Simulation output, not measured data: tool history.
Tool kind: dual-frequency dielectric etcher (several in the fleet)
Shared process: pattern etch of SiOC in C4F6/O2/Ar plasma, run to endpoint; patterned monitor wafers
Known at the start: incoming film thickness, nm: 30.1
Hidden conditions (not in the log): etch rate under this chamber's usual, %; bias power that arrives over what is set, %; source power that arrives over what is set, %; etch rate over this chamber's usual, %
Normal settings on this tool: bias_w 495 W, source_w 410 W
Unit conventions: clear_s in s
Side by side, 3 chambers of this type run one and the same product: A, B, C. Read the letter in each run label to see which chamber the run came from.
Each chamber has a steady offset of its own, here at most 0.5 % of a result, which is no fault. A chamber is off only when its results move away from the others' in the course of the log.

run,hour,bias_w,source_w,hours since the last wet clean,hours since the last bias power generator calibration,hours since the last source power generator calibration,clear_s
1B,7.7,495,410,92.2,1408.9,1453.3,10.008
2C,14.3,495,410,270.6,442.3,1486.7,9.9813
3A,21.8,495,410,259.4,478,2899,10.184
4B,33.3,495,410,117.8,1434.5,1478.9,9.9695
5A,41.9,495,410,279.5,498.1,2919.1,10.166
6C,47.9,495,410,304.2,475.9,1520.3,9.9317
7B,58.9,495,410,143.4,1460.1,1504.5,10.009
8A,66.3,495,410,303.9,522.5,2943.5,10.236
9C,75.3,495,410,331.6,503.3,1547.7,9.8209
10B,86.9,495,410,171.4,1488.1,1532.5,10.149
11A,95.5,495,410,333.1,551.7,2972.7,10.059
12C,105.8,495,470,362.1,533.8,1578.2,9.3581
13C,113.4,495,470,369.7,541.4,1585.8,9.3914
14A,119.8,495,470,357.4,576,2997,9.6836
15B,125.5,495,410,210,1526.7,1571.1,9.963
16B,134.8,495,410,219.3,1536,1580.4,10.08
17C,145.2,495,410,401.5,573.2,1617.6,9.6594
18A,155.3,495,410,392.9,611.5,3032.5,10.07
19A,163.5,495,410,401.1,619.7,3040.7,10.081
20C,174,495,410,430.3,602,1646.4,9.5996
21B,181.9,402,410,266.4,1583.1,1627.5,10.838

Next, every chamber runs the same settings. What will each give?
22A,190.4,495,410,,,,?
22B,190.4,495,410,,,,?
22C,190.4,495,410,,,,?

run,clear_s
22A,10.095
22B,9.9729
22C,9.4353
